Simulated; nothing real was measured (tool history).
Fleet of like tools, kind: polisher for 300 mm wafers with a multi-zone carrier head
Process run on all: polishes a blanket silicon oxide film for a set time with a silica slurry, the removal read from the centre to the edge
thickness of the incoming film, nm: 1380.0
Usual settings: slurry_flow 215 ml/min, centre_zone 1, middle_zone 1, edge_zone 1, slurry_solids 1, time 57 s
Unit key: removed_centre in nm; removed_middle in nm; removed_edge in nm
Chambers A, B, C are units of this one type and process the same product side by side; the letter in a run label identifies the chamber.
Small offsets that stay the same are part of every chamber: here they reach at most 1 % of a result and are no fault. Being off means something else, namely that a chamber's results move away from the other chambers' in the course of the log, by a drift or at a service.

run     day  slurry_flow  centre_zone  middle_zone  edge_zone  slurry_solids  time  wafers polished on this pad  hours since the slurry nozzle was cleaned  hours since the centre zone pressure was calibrated  hours since the edge zone pressure was calibrated  removed_centre  removed_middle  removed_edge
 1A   0.662          215            1            1          1              1    57                          659                                      778.6                                                176.4                                              127.3          185.42          186.78        186.56
 2B   1.075          215            1            1          1              1    57                          852                                       37.7                                                288.3                                               33.2           187.6          184.54        185.25
 3C   1.558          215            1            1          1              1    57                          501                                      141.5                                                756.1                                                 87          187.34          189.15        190.77
 4A   1.983          215            1            1          1              1    57                          912                                      810.3                                                208.1                                                159          188.07          182.81        190.12
 5C   2.392          215            1            1          1              1    57                          661                                      161.5                                                776.1                                                107          184.87          186.79        187.84
 6B     2.9          215            1            1          1              1    57                         1202                                       81.5                                                332.1                                                 77          187.35          189.28        190.79
      3.212  -- chamber C: worn pad replaced by a new one
 7A   3.283          215            1            1          1              1    57                         1161                                      841.5                                                239.3                                              190.2          189.47          188.93        185.37
      3.888  -- chamber A: worn pad replaced by a new one
 8B   3.942          215            1            1          1              1    57                         1402                                      106.5                                                357.1                                                102          185.01          188.38           186
 9C   4.604          215            1            1          1              1    57                          267                                      214.6                                                829.2                                              160.1          186.07          184.27        187.76
      4.767  -- chamber B: worn pad replaced by a new one
      5.046  -- chamber A: slurry nozzle cleaned
10A     5.2          215            1            1          1              1    57                          251                                        3.7                                                285.3                                              236.2          187.05          183.55        188.67
11C   5.725          215            1            1          1              1    57                          482                                      241.5                                                856.1                                                187          186.96          190.37        185.88
12B   6.242          215            1            1          1              1    57                          283                                      161.7                                                412.3                                              157.2          189.57           187.7        186.88
      6.388  -- chamber C: centre zone pressure recalibrated
      6.388  -- chamber B: centre zone pressure recalibrated
13A   6.567          215            1            1          1              1    57                          513                                       36.5                                                318.1                                                269          187.49          181.57        190.01
14C   6.988          215         1.09            1          1              1    57                          724                                      271.8                                                 14.5                                              217.3          228.18          181.39        185.54
15B   7.375          215         1.09            1          1              1    57                          500                                      188.9                                                 23.8                                              184.4          206.59          186.87        184.86
       7.45  -- chamber C: worn pad replaced by a new one
16C   7.729          215         1.09            1          1              1    57                           53                                      289.6                                                 32.3                                              235.1           225.4          185.69        186.25
17A   8.121          215            1            1          1              1    57                          811                                       73.8                                                355.4                                              306.3          186.45          180.12        187.02
      8.171  -- chamber B: slurry nozzle cleaned
18B   8.733          215            1            1          1              1    57                          761                                       13.6                                                 56.4                                                217          184.83          186.58        185.88
19A   9.329          215            1            1          1              1    57                         1043                                      102.8                                                384.4                                              335.3          185.33          184.61         187.9
20C   9.692          215            1            1          1              1    57                          430                                      336.7                                                 79.4                                              282.2          208.41          184.76        189.21
      9.942  -- chamber A: worn pad replaced by a new one
21B  10.304          215            1            1          1              1    57                         1062                                       51.3                                                 94.1                                              254.7          186.16          181.84        187.82
22A  10.846          215            1            1          1              1    57                          173                                      139.2                                                420.8                                              371.7          186.33          187.63        187.12
     11.267  -- chamber C: worn pad replaced by a new one
23C  11.271          215            1            1          1              1    57                            1                                      374.6                                                117.3                                              320.1          204.68          191.53        187.77
24B  11.754          215            1            1          1              1    57                         1340                                       86.1                                                128.9                                              289.5          184.94          181.23        186.77
25C  12.233          215            1            1          1              1    57                          186                                      397.7                                                140.4                                              343.2          206.66          186.22        185.14
26A  12.546          215            1            1          1              1    57                          499                                        180                                                461.6                                              412.5          190.54          188.98        187.66
     12.888  -- chamber B: worn pad replaced by a new one
27B  13.071          215            1            1          1              1    57                           35                                      117.7                                                160.5                                              321.1          186.24          190.32        188.62
28A  13.754          215            1            1          1              1    57                          731                                        209                                                490.6                                              441.5          188.98          187.54        185.94
     13.983  -- chamber C: slurry nozzle cleaned
29B  14.096          215            1            1          1              1    57                          231                                      142.3                                                185.1                                              345.7           186.9          185.57        186.64
30C  14.783          215            1         1.11          1              1    57                          675                                       19.3                                                201.6                                              404.4          205.11          203.16        188.24
     14.817  -- chamber C: worn pad replaced by a new one
31B  15.125          215            1         1.11          1              1    57                          429                                        167                                                209.8                                              370.4          185.86          204.74         189.5
     15.788  -- chamber A: worn pad replaced by a new one
32C  15.808          215            1         1.11          1              1    57                          190                                       43.9                                                226.2                                                429             206          205.41        183.03
33A  16.438          215            1            1          1              1    57                          124                                      273.4                                                  555                                              505.9          183.58          188.49        185.56
34A   17.05          215            1            1          1              1    57                          242                                      288.1                                                569.7                                              520.6          188.01          184.35        186.28
35B  17.733          215            1            1          1              1    57                          929                                      229.6                                                272.4                                                433          187.66          187.01        187.02
36C  18.079          215            1            1          1              1    57                          626                                       98.4                                                280.7                                              483.5          206.43          186.73        186.49
37A  18.612          215            1         1.04          1              1    40                          541                                      325.6                                                607.2                                              558.1          131.01          133.65        130.68

One chamber off, gauge drift, or nothing amiss beyond the chambers' own small offsets? If it is a chamber, which one, and what is the likeliest cause?

Chamber C has stood off from the others ever since a service on it.
What lies behind it: centre zone's pressure above its setpoint, % = 9.75.

Below are 4 candidate recipes for chamber C's next run, each the usual settings with a change, their results shown as question marks. Which of them brings C's results back in line with what the other chambers give on the usual settings?
To be in line, a result may differ from the other chambers' mean on the usual settings by at most: removed_centre 4.9 nm; removed_middle 9.4 nm; removed_edge 5.5 nm
38C-1  19.108          220         1.04            1       0.98              1    57                                                                                                                                                                                               ?               ?             ?
38C-2  19.108          210         0.93         1.01       1.03              1    56                                                                                                                                                                                               ?               ?             ?
38C-3  19.108          210         0.96            1       1.02              1    57                                                                                                                                                                                               ?               ?             ?
38C-4  19.108          220         1.08         0.99       0.97              1    58                                                                                                                                                                                               ?               ?             ?

What the other chambers average on the usual settings: removed_centre 186.61 nm; removed_middle 185.24 nm; removed_edge 187.03 nm
  run  removed_centre  removed_middle  removed_edge
38C-1          215.62          186.74        186.26
38C-2          186.17          184.13        186.89
38C-3           196.2          185.66        189.28
38C-4          228.56          188.21        188.56
The answer is 38C-2, which returns the chamber to within the allowed miss of the others.

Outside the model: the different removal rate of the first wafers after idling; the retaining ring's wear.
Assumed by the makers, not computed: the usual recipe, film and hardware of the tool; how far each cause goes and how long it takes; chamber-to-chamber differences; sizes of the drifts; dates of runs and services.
